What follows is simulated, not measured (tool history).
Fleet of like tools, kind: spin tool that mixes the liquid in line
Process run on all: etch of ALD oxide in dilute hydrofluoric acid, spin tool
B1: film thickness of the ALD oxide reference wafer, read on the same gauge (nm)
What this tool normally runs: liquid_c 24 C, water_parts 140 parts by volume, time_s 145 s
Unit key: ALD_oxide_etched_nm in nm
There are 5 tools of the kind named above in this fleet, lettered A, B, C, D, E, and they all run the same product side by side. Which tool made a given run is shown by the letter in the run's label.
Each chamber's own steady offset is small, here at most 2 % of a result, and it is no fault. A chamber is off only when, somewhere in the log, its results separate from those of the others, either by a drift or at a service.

{"run": "1D", "hour": 11.1, "liquid_c": 24, "water_parts": 140, "time_s": 145, "B1": 140.01, "ALD_oxide_etched_nm": 32.609}
{"run": "2E", "hour": 20.6, "liquid_c": 24, "water_parts": 140, "time_s": 145, "B1": 140.01, "ALD_oxide_etched_nm": 32.392}
{"run": "3B", "hour": 32.1, "liquid_c": 24, "water_parts": 140, "time_s": 145, "B1": 140.02, "ALD_oxide_etched_nm": 31.962}
{"run": "4A", "hour": 39.0, "liquid_c": 24, "water_parts": 140, "time_s": 145, "B1": 140, "ALD_oxide_etched_nm": 32.281}
{"run": "5C", "hour": 46.4, "liquid_c": 24, "water_parts": 140, "time_s": 145, "B1": 140, "ALD_oxide_etched_nm": 32.745}
{"run": "6E", "hour": 52.7, "liquid_c": 24, "water_parts": 140, "time_s": 145, "B1": 140, "ALD_oxide_etched_nm": 32.303}
{"run": "7A", "hour": 62.1, "liquid_c": 24, "water_parts": 140, "time_s": 145, "B1": 140.02, "ALD_oxide_etched_nm": 32.263}
{"run": "8B", "hour": 73.9, "liquid_c": 24, "water_parts": 140, "time_s": 145, "B1": 139.98, "ALD_oxide_etched_nm": 31.746}
{"hour": 85.4, "done": "chamber E: hydrofluoric acid flow meter replaced"}
{"run": "9D", "hour": 86.7, "liquid_c": 24, "water_parts": 140, "time_s": 145, "B1": 140.02, "ALD_oxide_etched_nm": 32.11}
{"run": "10C", "hour": 97.5, "liquid_c": 24, "water_parts": 140, "time_s": 145, "B1": 140.02, "ALD_oxide_etched_nm": 32.7}
{"hour": 100.1, "done": "chamber D: thermometer replaced"}
{"run": "11C", "hour": 110.9, "liquid_c": 24, "water_parts": 140, "time_s": 145, "B1": 139.98, "ALD_oxide_etched_nm": 32.805}
{"run": "12D", "hour": 122.4, "liquid_c": 24, "water_parts": 140, "time_s": 145, "B1": 139.98, "ALD_oxide_etched_nm": 32.231}
{"run": "13A", "hour": 133.7, "liquid_c": 24, "water_parts": 140, "time_s": 145, "B1": 139.97, "ALD_oxide_etched_nm": 32.379}
{"run": "14E", "hour": 142.5, "liquid_c": 24, "water_parts": 140, "time_s": 145, "B1": 139.99, "ALD_oxide_etched_nm": 32.829}
{"run": "15B", "hour": 155.7, "liquid_c": 24, "water_parts": 140, "time_s": 145, "B1": 140.02, "ALD_oxide_etched_nm": 31.917}
{"run": "16A", "hour": 165.0, "liquid_c": 24, "water_parts": 140, "time_s": 220, "B1": 140.01, "ALD_oxide_etched_nm": 48.519}
{"run": "17D", "hour": 174.5, "liquid_c": 24, "water_parts": 140, "time_s": 220, "B1": 139.99, "ALD_oxide_etched_nm": 48.099}
{"run": "18C", "hour": 183.8, "liquid_c": 24, "water_parts": 140, "time_s": 220, "B1": 140.02, "ALD_oxide_etched_nm": 49.989}
{"run": "19E", "hour": 190.4, "liquid_c": 24, "water_parts": 140, "time_s": 220, "B1": 140.03, "ALD_oxide_etched_nm": 49.571}
{"run": "20B", "hour": 204.2, "liquid_c": 24, "water_parts": 140, "time_s": 220, "B1": 140.01, "ALD_oxide_etched_nm": 48.585}
{"run": "21D", "hour": 217.1, "liquid_c": 24, "water_parts": 140, "time_s": 145, "B1": 139.99, "ALD_oxide_etched_nm": 31.419}
{"run": "22B", "hour": 227.7, "liquid_c": 24, "water_parts": 140, "time_s": 145, "B1": 139.96, "ALD_oxide_etched_nm": 32.226}
{"run": "23A", "hour": 241.1, "liquid_c": 24, "water_parts": 140, "time_s": 145, "B1": 140.01, "ALD_oxide_etched_nm": 32.178}
{"run": "24C", "hour": 249.7, "liquid_c": 24, "water_parts": 140, "time_s": 145, "B1": 140.01, "ALD_oxide_etched_nm": 32.736}
{"run": "25E", "hour": 258.6, "liquid_c": 24, "water_parts": 140, "time_s": 145, "B1": 139.98, "ALD_oxide_etched_nm": 32.791}
{"run": "26A", "hour": 269.5, "liquid_c": 24, "water_parts": 140, "time_s": 145, "B1": 140.02, "ALD_oxide_etched_nm": 32.131}
{"run": "27D", "hour": 282.3, "liquid_c": 24, "water_parts": 140, "time_s": 145, "B1": 140, "ALD_oxide_etched_nm": 30.794}
{"run": "28C", "hour": 293.0, "liquid_c": 24, "water_parts": 140, "time_s": 145, "B1": 139.96, "ALD_oxide_etched_nm": 33.117}
{"run": "29E", "hour": 300.3, "liquid_c": 24, "water_parts": 140, "time_s": 145, "B1": 140.01, "ALD_oxide_etched_nm": 32.589}
{"run": "30B", "hour": 308.5, "liquid_c": 27.5, "water_parts": 75, "time_s": 145, "B1": 140.01, "ALD_oxide_etched_nm": 73.047}
{"run": "31C", "hour": 321.6, "liquid_c": 27.5, "water_parts": 75, "time_s": 145, "B1": 139.97, "ALD_oxide_etched_nm": 77.817}
{"run": "32E", "hour": 329.5, "liquid_c": 27.5, "water_parts": 75, "time_s": 145, "B1": 139.97, "ALD_oxide_etched_nm": 75.142}
{"run": "33B", "hour": 337.6, "liquid_c": 27.5, "water_parts": 75, "time_s": 145, "B1": 139.99, "ALD_oxide_etched_nm": 72.761}

For the next run the whole fleet of 5 chambers uses the same settings. Give each chamber's results:
{"run": "34A", "hour": 347.8, "liquid_c": 24, "water_parts": 140, "time_s": 145, "ALD_oxide_etched_nm": "?"}
{"run": "34B", "hour": 347.8, "liquid_c": 24, "water_parts": 140, "time_s": 145, "ALD_oxide_etched_nm": "?"}
{"run": "34C", "hour": 347.8, "liquid_c": 24, "water_parts": 140, "time_s": 145, "ALD_oxide_etched_nm": "?"}
{"run": "34D", "hour": 347.8, "liquid_c": 24, "water_parts": 140, "time_s": 145, "ALD_oxide_etched_nm": "?"}
{"run": "34E", "hour": 347.8, "liquid_c": 24, "water_parts": 140, "time_s": 145, "ALD_oxide_etched_nm": "?"}

run=34A ALD_oxide_etched_nm=31.835
run=34B ALD_oxide_etched_nm=32.12
run=34C ALD_oxide_etched_nm=32.691
run=34D ALD_oxide_etched_nm=30.265
run=34E ALD_oxide_etched_nm=32.662
